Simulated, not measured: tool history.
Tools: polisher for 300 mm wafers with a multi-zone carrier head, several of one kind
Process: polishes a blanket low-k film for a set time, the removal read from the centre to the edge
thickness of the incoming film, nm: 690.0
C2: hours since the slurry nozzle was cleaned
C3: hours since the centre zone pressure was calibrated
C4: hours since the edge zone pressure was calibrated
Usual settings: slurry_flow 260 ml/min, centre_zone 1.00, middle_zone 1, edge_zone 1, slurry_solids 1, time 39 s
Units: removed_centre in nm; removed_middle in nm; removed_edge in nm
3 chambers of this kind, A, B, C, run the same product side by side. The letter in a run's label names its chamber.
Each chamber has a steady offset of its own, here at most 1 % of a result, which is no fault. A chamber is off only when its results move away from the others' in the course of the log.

run 1B day=0.388 | slurry_flow=260 centre_zone=1.00 middle_zone=1 edge_zone=1 slurry_solids=1 time=39 | wafers_polished_on_this_pad=237 C2=415.9 C3=713.7 C4=61.5 | removed_centre=11.4070 removed_middle=11.266 removed_edge=11.380
run 2A day=0.825 | slurry_flow=260 centre_zone=1.00 middle_zone=1 edge_zone=1 slurry_solids=1 time=39 | wafers_polished_on_this_pad=841 C2=32.2 C3=935.1 C4=171.9 | removed_centre=11.3030 removed_middle=11.516 removed_edge=11.704
-- day=1.117 chamber A: worn pad replaced by a new one
run 3C day=1.283 | slurry_flow=260 centre_zone=1.00 middle_zone=1 edge_zone=1 slurry_solids=1 time=39 | wafers_polished_on_this_pad=848 C2=162.5 C3=152.3 C4=542.2 | removed_centre=11.5170 removed_middle=11.484 removed_edge=11.288
run 4B day=1.750 | slurry_flow=260 centre_zone=1.00 middle_zone=1 edge_zone=1 slurry_solids=1 time=39 | wafers_polished_on_this_pad=722 C2=448.6 C3=746.4 C4=94.2 | removed_centre=11.4270 removed_middle=11.282 removed_edge=11.299
run 5A day=1.992 | slurry_flow=260 centre_zone=1.00 middle_zone=1 edge_zone=1 slurry_solids=1 time=39 | wafers_polished_on_this_pad=313 C2=60.2 C3=963.1 C4=199.9 | removed_centre=11.4980 removed_middle=11.200 removed_edge=11.343
-- day=2.100 chamber B: worn pad replaced by a new one
run 6C day=2.388 | slurry_flow=260 centre_zone=1.00 middle_zone=1 edge_zone=1 slurry_solids=1 time=39 | wafers_polished_on_this_pad=1241 C2=189.0 C3=178.8 C4=568.7 | removed_centre=11.4830 removed_middle=11.498 removed_edge=11.417
-- day=2.779 chamber C: edge zone pressure recalibrated
run 7C day=2.788 | slurry_flow=260 centre_zone=1.00 middle_zone=1 edge_zone=1 slurry_solids=1 time=48 | wafers_polished_on_this_pad=1384 C2=198.6 C3=188.4 C4=0.3 | removed_centre=14.1310 removed_middle=14.038 removed_edge=14.114
-- day=3.242 chamber C: worn pad replaced by a new one
run 8A day=3.250 | slurry_flow=260 centre_zone=1.00 middle_zone=1 edge_zone=1 slurry_solids=1 time=48 | wafers_polished_on_this_pad=761 C2=90.4 C3=993.3 C4=230.1 | removed_centre=14.0030 removed_middle=14.131 removed_edge=14.187
run 9B day=3.562 | slurry_flow=260 centre_zone=1.00 middle_zone=1 edge_zone=1 slurry_solids=1 time=48 | wafers_polished_on_this_pad=521 C2=492.1 C3=789.9 C4=137.7 | removed_centre=14.0450 removed_middle=13.858 removed_edge=13.925
-- day=3.704 chamber A: worn pad replaced by a new one
run 10A day=3.854 | slurry_flow=260 centre_zone=1.00 middle_zone=1 edge_zone=1 slurry_solids=1 time=39 | wafers_polished_on_this_pad=54 C2=104.9 C3=1007.8 C4=244.6 | removed_centre=11.3600 removed_middle=11.607 removed_edge=11.387
run 11C day=4.192 | slurry_flow=260 centre_zone=1.00 middle_zone=1 edge_zone=1 slurry_solids=1 time=39 | wafers_polished_on_this_pad=339 C2=232.3 C3=222.1 C4=34.0 | removed_centre=11.6010 removed_middle=11.453 removed_edge=11.274
-- day=4.329 chamber B: worn pad replaced by a new one
run 12B day=4.671 | slurry_flow=260 centre_zone=1.00 middle_zone=1 edge_zone=1 slurry_solids=1 time=39 | wafers_polished_on_this_pad=122 C2=518.7 C3=816.5 C4=164.3 | removed_centre=11.5310 removed_middle=11.303 removed_edge=11.313
run 13B day=4.912 | slurry_flow=260 centre_zone=1.00 middle_zone=1 edge_zone=1 slurry_solids=1 time=39 | wafers_polished_on_this_pad=208 C2=524.5 C3=822.3 C4=170.1 | removed_centre=11.3930 removed_middle=11.581 removed_edge=11.297
-- day=5.304 chamber A: centre zone pressure recalibrated
run 14C day=5.412 | slurry_flow=260 centre_zone=1.00 middle_zone=1 edge_zone=1 slurry_solids=1 time=39 | wafers_polished_on_this_pad=774 C2=261.6 C3=251.4 C4=63.3 | removed_centre=11.5210 removed_middle=11.266 removed_edge=11.416
run 15A day=5.750 | slurry_flow=260 centre_zone=1.00 middle_zone=1 edge_zone=1 slurry_solids=1 time=39 | wafers_polished_on_this_pad=729 C2=150.4 C3=10.7 C4=290.1 | removed_centre=11.3900 removed_middle=11.643 removed_edge=11.554
-- day=5.800 chamber A: worn pad replaced by a new one
run 16C day=6.012 | slurry_flow=260 centre_zone=1.00 middle_zone=1 edge_zone=1 slurry_solids=1 time=39 | wafers_polished_on_this_pad=987 C2=276.0 C3=265.8 C4=77.7 | removed_centre=11.5240 removed_middle=11.540 removed_edge=11.387
-- day=6.029 chamber C: centre zone pressure recalibrated
run 17B day=6.321 | slurry_flow=260 centre_zone=1.00 middle_zone=1 edge_zone=1 slurry_solids=1 time=39 | wafers_polished_on_this_pad=710 C2=558.3 C3=856.1 C4=203.9 | removed_centre=11.2910 removed_middle=10.997 removed_edge=11.465
run 18A day=6.771 | slurry_flow=260 centre_zone=0.96 middle_zone=1 edge_zone=1 slurry_solids=1 time=48 | wafers_polished_on_this_pad=346 C2=174.9 C3=35.2 C4=314.6 | removed_centre=13.4110 removed_middle=13.950 removed_edge=14.081
-- day=6.979 chamber B: worn pad replaced by a new one
run 19C day=7.058 | slurry_flow=260 centre_zone=0.96 middle_zone=1 edge_zone=1 slurry_solids=1 time=48 | wafers_polished_on_this_pad=1360 C2=301.1 C3=24.7 C4=102.8 | removed_centre=12.8830 removed_middle=14.273 removed_edge=13.894
-- day=7.479 chamber C: worn pad replaced by a new one
run 20A day=7.567 | slurry_flow=260 centre_zone=0.96 middle_zone=1 edge_zone=1 slurry_solids=1 time=48 | wafers_polished_on_this_pad=629 C2=194.0 C3=54.3 C4=333.7 | removed_centre=13.4900 removed_middle=14.000 removed_edge=14.179
run 21B day=8.054 | slurry_flow=260 centre_zone=1.00 middle_zone=1 edge_zone=1 slurry_solids=1 time=39 | wafers_polished_on_this_pad=382 C2=599.9 C3=897.7 C4=245.5 | removed_centre=11.4760 removed_middle=11.298 removed_edge=11.193
-- day=8.167 chamber A: worn pad replaced by a new one
run 22A day=8.283 | slurry_flow=260 centre_zone=1.00 middle_zone=1 edge_zone=1 slurry_solids=1 time=39 | wafers_polished_on_this_pad=41 C2=211.2 C3=71.5 C4=350.9 | removed_centre=11.4460 removed_middle=11.515 removed_edge=11.491
run 23C day=8.779 | slurry_flow=260 centre_zone=1.00 middle_zone=1 edge_zone=1 slurry_solids=1 time=39 | wafers_polished_on_this_pad=464 C2=342.4 C3=66.0 C4=144.1 | removed_centre=11.0340 removed_middle=11.367 removed_edge=11.328
run 24B day=9.233 | slurry_flow=260 centre_zone=1.00 middle_zone=1 edge_zone=1 slurry_solids=1 time=39 | wafers_polished_on_this_pad=802 C2=628.2 C3=926.0 C4=273.8 | removed_centre=11.3490 removed_middle=11.620 removed_edge=11.296
-- day=9.558 chamber B: worn pad replaced by a new one
-- day=9.671 chamber B: slurry nozzle cleaned
run 25A day=9.746 | slurry_flow=260 centre_zone=1.00 middle_zone=1 edge_zone=1 slurry_solids=1 time=39 | wafers_polished_on_this_pad=562 C2=246.3 C3=106.6 C4=386.0 | removed_centre=11.3610 removed_middle=11.369 removed_edge=11.316
run 26B day=10.250 | slurry_flow=260 centre_zone=1.00 middle_zone=1 edge_zone=1 slurry_solids=1 time=39 | wafers_polished_on_this_pad=246 C2=13.9 C3=950.4 C4=298.2 | removed_centre=11.4290 removed_middle=11.495 removed_edge=11.384
run 27C day=10.575 | slurry_flow=260 centre_zone=1.00 middle_zone=1 edge_zone=1 slurry_solids=1 time=39 | wafers_polished_on_this_pad=1103 C2=385.5 C3=109.1 C4=187.2 | removed_centre=10.9860 removed_middle=11.632 removed_edge=11.227
-- day=10.588 chamber A: worn pad replaced by a new one
-- day=10.588 chamber A: edge zone pressure recalibrated
run 28C day=11.017 | slurry_flow=260 centre_zone=1.00 middle_zone=1 edge_zone=1 slurry_solids=1 time=39 | wafers_polished_on_this_pad=1260 C2=396.1 C3=119.7 C4=197.8 | removed_centre=10.8390 removed_middle=11.311 removed_edge=11.298
run 29B day=11.396 | slurry_flow=260 centre_zone=1.00 middle_zone=1 edge_zone=1 slurry_solids=1 time=39 | wafers_polished_on_this_pad=654 C2=41.4 C3=977.9 C4=325.7 | removed_centre=11.3180 removed_middle=11.361 removed_edge=11.373
-- day=11.533 chamber C: worn pad replaced by a new one
run 30A day=11.717 | slurry_flow=260 centre_zone=1.00 middle_zone=1 edge_zone=1 slurry_solids=1 time=39 | wafers_polished_on_this_pad=402 C2=293.6 C3=153.9 C4=27.2 | removed_centre=11.4870 removed_middle=11.375 removed_edge=11.260
run 31C day=12.012 | slurry_flow=260 centre_zone=1.00 middle_zone=1 edge_zone=1 slurry_solids=1 time=39 | wafers_polished_on_this_pad=171 C2=420.0 C3=143.6 C4=221.7 | removed_centre=10.8430 removed_middle=11.133 removed_edge=11.299

Is one chamber off against the others, does the gauge drift, or is nothing wrong? If a chamber is off, say which, and what the likeliest cause is.

A service left chamber C off against the others.
Cause: centre zone's pressure below its setpoint, % = 4.97.

Here are 4 candidates for chamber C's next run, each the usual settings with a change, their results left as question marks. Which one brings its results back in line with what the others give on the usual settings?
In line means no further than this from the other chambers' mean on the usual settings: removed_centre 0.2600 nm; removed_middle 0.510 nm; removed_edge 0.390 nm
run 32C-1 day=12.392 | slurry_flow=260 centre_zone=0.97 middle_zone=1.01 edge_zone=1.01 slurry_solids=1 time=39 | removed_centre=? removed_middle=? removed_edge=?
run 32C-2 day=12.392 | slurry_flow=255 centre_zone=0.93 middle_zone=1.01 edge_zone=1.02 slurry_solids=1 time=39 | removed_centre=? removed_middle=? removed_edge=?
run 32C-3 day=12.392 | slurry_flow=260 centre_zone=1.03 middle_zone=0.99 edge_zone=0.99 slurry_solids=1 time=39 | removed_centre=? removed_middle=? removed_edge=?
run 32C-4 day=12.392 | slurry_flow=265 centre_zone=1.07 middle_zone=0.99 edge_zone=0.98 slurry_solids=1 time=39 | removed_centre=? removed_middle=? removed_edge=?

The other chambers' mean on the usual settings: removed_centre 11.3480 nm; removed_middle 11.387 nm; removed_edge 11.381 nm
run=32C-1 removed_centre=10.5530 removed_middle=11.474 removed_edge=11.539
run=32C-2 removed_centre=10.0560 removed_middle=11.451 removed_edge=11.580
run=32C-3 removed_centre=11.2610 removed_middle=11.259 removed_edge=11.422
run=32C-4 removed_centre=11.7620 removed_middle=11.281 removed_edge=11.379
32C-3 brings the chamber back in line.

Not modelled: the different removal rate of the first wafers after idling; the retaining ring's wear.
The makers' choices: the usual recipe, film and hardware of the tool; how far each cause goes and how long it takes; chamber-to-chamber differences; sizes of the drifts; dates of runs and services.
